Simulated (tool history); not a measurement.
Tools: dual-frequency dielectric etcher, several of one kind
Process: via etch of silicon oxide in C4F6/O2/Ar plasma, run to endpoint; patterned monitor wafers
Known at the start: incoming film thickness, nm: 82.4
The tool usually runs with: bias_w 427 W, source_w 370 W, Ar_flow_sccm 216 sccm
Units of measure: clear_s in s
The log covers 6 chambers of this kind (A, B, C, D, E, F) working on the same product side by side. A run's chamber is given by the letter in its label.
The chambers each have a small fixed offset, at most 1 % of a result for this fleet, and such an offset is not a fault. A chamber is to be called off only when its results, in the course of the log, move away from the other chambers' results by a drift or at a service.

run   hour  bias_w  source_w  Ar_flow_sccm  hours since the last wet clean  hours since the last bias power generator calibration  hours since the last source power generator calibration  hours since the last Ar flow controller change  clear_s
 1C    9.5     427       370           216                           306.9                                                  935.8                                                   1136.4                                           722.5   19.013
 2B   16.4     427       370           216                           192.5                                                 2231.8                                                       33                                          3460.4   19.137
 3E   29.8     427       370           216                           229.8                                                 2455.1                                                    374.1                                          1895.9    19.08
 4F   38.9     427       370           216                             247                                                 2474.6                                                   2057.4                                          3880.5    18.88
 5A   48.8     427       370           216                           369.4                                                  328.7                                                   1321.7                                          2550.4   19.117
 6D   55.1     427       370           216                           360.5                                                  112.7                                                   4776.3                                           751.7   19.284
 7B   62.6     427       370           216                           238.7                                                   2278                                                     79.2                                          3506.6   19.074
      68.5  -- chamber A: wet clean of the chamber
 8C   71.2     427       370           216                           368.6                                                  997.5                                                   1198.1                                           784.2   19.265
 9E   79.3     427       370           216                           279.3                                                 2504.6                                                    423.6                                          1945.4   18.997
      84.4  -- chamber F: bias power generator calibrated
10D   92.5     427       370           216                           397.9                                                  150.1                                                   4813.7                                           789.1    19.18
11A  105.7     427       370           216                            37.2                                                  385.6                                                   1378.6                                          2607.3   18.976
12F  118.4     427       370           216                           326.5                                                     34                                                   2136.9                                            3960   18.929
13F  130.3     427       370           216                           338.4                                                   45.9                                                   2148.8                                          3971.9   19.005
     133.3  -- chamber D: source power generator calibrated
14B  136.4     427       370           216                           312.5                                                 2351.8                                                      153                                          3580.4   19.121
15E  146.7     427       370           216                           346.7                                                   2572                                                      491                                          2012.8   19.005
16C    159     427       370           216                           456.4                                                 1085.3                                                   1285.9                                             872   18.998
     159.8  -- chamber E: wet clean of the chamber
17D  172.4     427       370           216                           477.8                                                    230                                                     39.2                                             869   19.129
18A  182.4     427       370           216                           113.9                                                  462.3                                                   1455.3                                            2684   18.945
19C  194.7     427       370           216                           492.1                                                   1121                                                   1321.6                                           907.7   19.094
     200.4  -- chamber B: wet clean of the chamber
20D  202.2     427       370           216                           507.6                                                  259.8                                                       69                                           898.8   18.966
21F  209.9     427       370           216                             418                                                  125.5                                                   2228.4                                          4051.5   19.082
       222  -- chamber D: wet clean of the chamber
22A  222.4     427       370           216                           153.9                                                  502.3                                                   1495.3                                            2724   19.019
23E  230.9     427       370           216                            71.1                                                 2656.2                                                    575.2                                            2097   19.123
     233.3  -- chamber C: wet clean of the chamber
24B    238     427       370           216                            37.6                                                 2453.4                                                    254.6                                            3682    19.07
25D  251.8     427       370           216                            29.9                                                  309.4                                                    118.6                                           948.4   19.357
26E  261.5     427       370           216                           101.7                                                 2686.8                                                    605.8                                          2127.6   19.043
27B  269.5     427       370           216                            69.1                                                 2484.9                                                    286.1                                          3713.5   19.101
28A  279.5     427       330           176                             211                                                  559.4                                                   1552.4                                          2781.1   19.485
29C  292.7     427       330           176                            59.5                                                   1219                                                   1419.6                                          1005.7   20.143
30F  302.6     427       330           176                           510.7                                                  218.2                                                   2321.1                                          4144.2   19.306
31A  312.9     427       330           176                           244.4                                                  592.8                                                   1585.8                                          2814.5   19.306
32B  321.7     427       330           176                           121.3                                                 2537.1                                                    338.3                                          3765.7   19.417
33C  335.1     427       330           176                           101.9                                                 1261.4                                                     1462                                          1048.1   20.135
34D  341.4     427       370           216                           119.5                                                    399                                                    208.2                                            1038   19.096
     345.4  -- chamber F: wet clean of the chamber
35E    350     427       370           216                           190.2                                                 2775.3                                                    694.3                                          2216.1   19.033
36F  362.3     427       370           216                              17                                                  277.9                                                   2380.8                                          4203.9   19.019
37C  373.4     427       370           216                           140.2                                                 1299.7                                                   1500.3                                          1086.4   19.622
38E  386.4     427       370           256                           226.6                                                 2811.7                                                    730.7                                          2252.5   19.351
39D  395.2     427       370           256                           173.3                                                  452.8                                                      262                                          1091.8   19.627
40A  408.3     427       370           256                           339.8                                                  688.2                                                   1681.2                                          2909.9   19.351
41B    419     427       370           256                           218.6                                                 2634.4                                                    435.6                                            3863   19.449
42F  431.6     427       370           256                            86.3                                                  347.2                                                   2450.1                                          4273.2   19.299

What goes on in this fleet: one chamber off, a drifting gauge, or nothing beyond the chambers' own small offsets? Name the chamber and the cause, if any.

The work done on chamber C during a service left it standing apart from the others.
Most likely cause: etch rate under this chamber's usual, % = 3.15.

Below are 4 candidate recipes for chamber C's next run, each the usual settings with a change, their results shown as question marks. Which of them brings C's results back in line with what the other chambers give on the usual settings?
In line here means within this much of the mean the other chambers give on the usual settings: clear_s 0.29 s
43C-1  441.6     446       390           213                                                                                                                                                                                                        ?
43C-2  441.6     496       370           216                                                                                                                                                                                                        ?
43C-3  441.6     390       370           216                                                                                                                                                                                                        ?
43C-4  441.6     393       340           221                                                                                                                                                                                                        ?

What the other chambers average on the usual settings: clear_s 19.066 s
  run  clear_s
43C-1    19.01
43C-2   18.648
43C-3   20.397
43C-4   21.034
The right change is 43C-1: it brings the chamber back within the allowed miss of the others.
